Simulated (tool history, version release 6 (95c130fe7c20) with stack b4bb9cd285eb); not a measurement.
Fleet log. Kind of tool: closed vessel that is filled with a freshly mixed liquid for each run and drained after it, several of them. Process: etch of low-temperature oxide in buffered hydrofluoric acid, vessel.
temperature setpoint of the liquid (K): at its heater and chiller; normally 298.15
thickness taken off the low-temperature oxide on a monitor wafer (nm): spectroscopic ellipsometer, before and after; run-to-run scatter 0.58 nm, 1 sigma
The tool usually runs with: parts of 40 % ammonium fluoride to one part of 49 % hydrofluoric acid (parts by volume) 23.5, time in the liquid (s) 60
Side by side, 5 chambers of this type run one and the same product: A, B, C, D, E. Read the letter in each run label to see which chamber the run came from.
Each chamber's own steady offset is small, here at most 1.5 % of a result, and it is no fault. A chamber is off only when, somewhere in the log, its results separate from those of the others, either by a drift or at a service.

run,hour,temperature setpoint of the liquid (K),parts of 40 % ammonium fluoride to one part of 49 % hydrofluoric acid (parts by volume),time in the liquid (s),"read-back film thickness of the low-temperature oxide reference wafer, read on the same gauge (nm)",thickness taken off the low-temperature oxide on a monitor wafer (nm)
1A,7.6,298.15,23.5,60,69.998,109.600
2E,12.6,298.15,23.5,60,70.031,108.460
3C,17.2,298.15,23.5,60,70.005,108.180
4D,21.7,298.15,23.5,60,69.953,109.670
5B,31.7,298.15,23.5,60,70.018,109.030
6C,40.7,298.15,23.5,60,69.954,107.470
7D,48.8,298.15,23.5,60,70.043,109.390
8A,55.4,298.15,18.0,50,70.024,112.130
9B,63.3,298.15,18.0,50,69.968,111.780
10E,73.3,298.15,18.0,50,69.988,111.910
11A,79.0,298.15,18.0,50,70.012,112.240
12D,84.4,298.15,18.0,50,70.004,114.480
13E,90.3,298.15,23.5,60,69.996,108.840
14C,99.6,298.15,29.0,60,70.009,93.365
15B,105.9,298.15,29.0,60,69.994,93.080
16B,116.1,298.15,29.0,60,70.007,93.636
17C,122.3,298.15,29.0,60,69.980,92.404
18D,131.3,298.15,29.0,60,69.988,95.325
# hour 135.8: chamber A: thermometer replaced
19A,137.3,298.15,23.5,60,69.960,109.230
20E,145.5,294.15,15.5,60,70.002,125.180
21C,151.5,294.15,15.5,60,69.969,121.430
22D,157.0,294.15,15.5,60,70.005,127.720
23E,167.0,294.15,15.5,60,69.986,124.010
24A,172.8,294.15,15.5,60,70.017,126.520
25B,180.9,298.15,23.5,60,69.983,108.770
26D,185.4,298.15,23.5,60,70.018,109.470
27E,195.4,298.15,23.5,60,70.004,108.310
28B,202.3,298.15,23.5,60,70.000,108.720
# hour 205.2: chamber E: hydrofluoric acid flow meter replaced
29A,207.1,298.15,23.5,60,70.006,109.180
30C,216.2,295.65,30.0,60,70.003,74.964
31C,224.2,295.65,30.0,60,70.008,75.011
32A,232.2,295.65,30.0,60,69.972,80.994
33D,237.2,295.65,30.0,60,70.029,80.969
34E,242.4,295.65,30.0,60,69.989,80.095
35B,251.0,298.15,23.5,90,69.994,161.940
36E,258.3,298.15,23.5,90,69.979,161.360
37A,264.5,298.15,23.5,90,70.023,163.910

Is one chamber out of step, is the gauge drifting, or do the chambers differ by no more than their own small offsets? For an off chamber, give its letter and the likeliest cause.

One chamber, C, drifts off from the rest bit by bit.
Likeliest cause: hydrofluoric acid flow below the setpoint (%) = 7.03.
The log might look much the same if the cause were instead: liquid colder than its thermometer reads (K).

Here are 4 candidates for chamber C's next run, each the usual settings with a change, their results left as question marks. Which one brings its results back in line with what the others give on the usual settings?
To be in line, a result may differ from the other chambers' mean on the usual settings by at most: thickness taken off the low-temperature oxide on a monitor wafer (nm) 2.000
38C-1,271.9,297.65,23.5,60,,?
38C-2,271.9,298.15,21.5,60,,?
38C-3,271.9,298.65,23.5,60,,?
38C-4,271.9,297.65,24.5,60,,?

Other chambers, usual settings, mean: thickness taken off the low-temperature oxide on a monitor wafer (nm) 108.930
run,thickness taken off the low-temperature oxide on a monitor wafer (nm)
38C-1,99.935
38C-2,109.220
38C-3,105.540
38C-4,97.096
38C-2 brings the chamber back in line.

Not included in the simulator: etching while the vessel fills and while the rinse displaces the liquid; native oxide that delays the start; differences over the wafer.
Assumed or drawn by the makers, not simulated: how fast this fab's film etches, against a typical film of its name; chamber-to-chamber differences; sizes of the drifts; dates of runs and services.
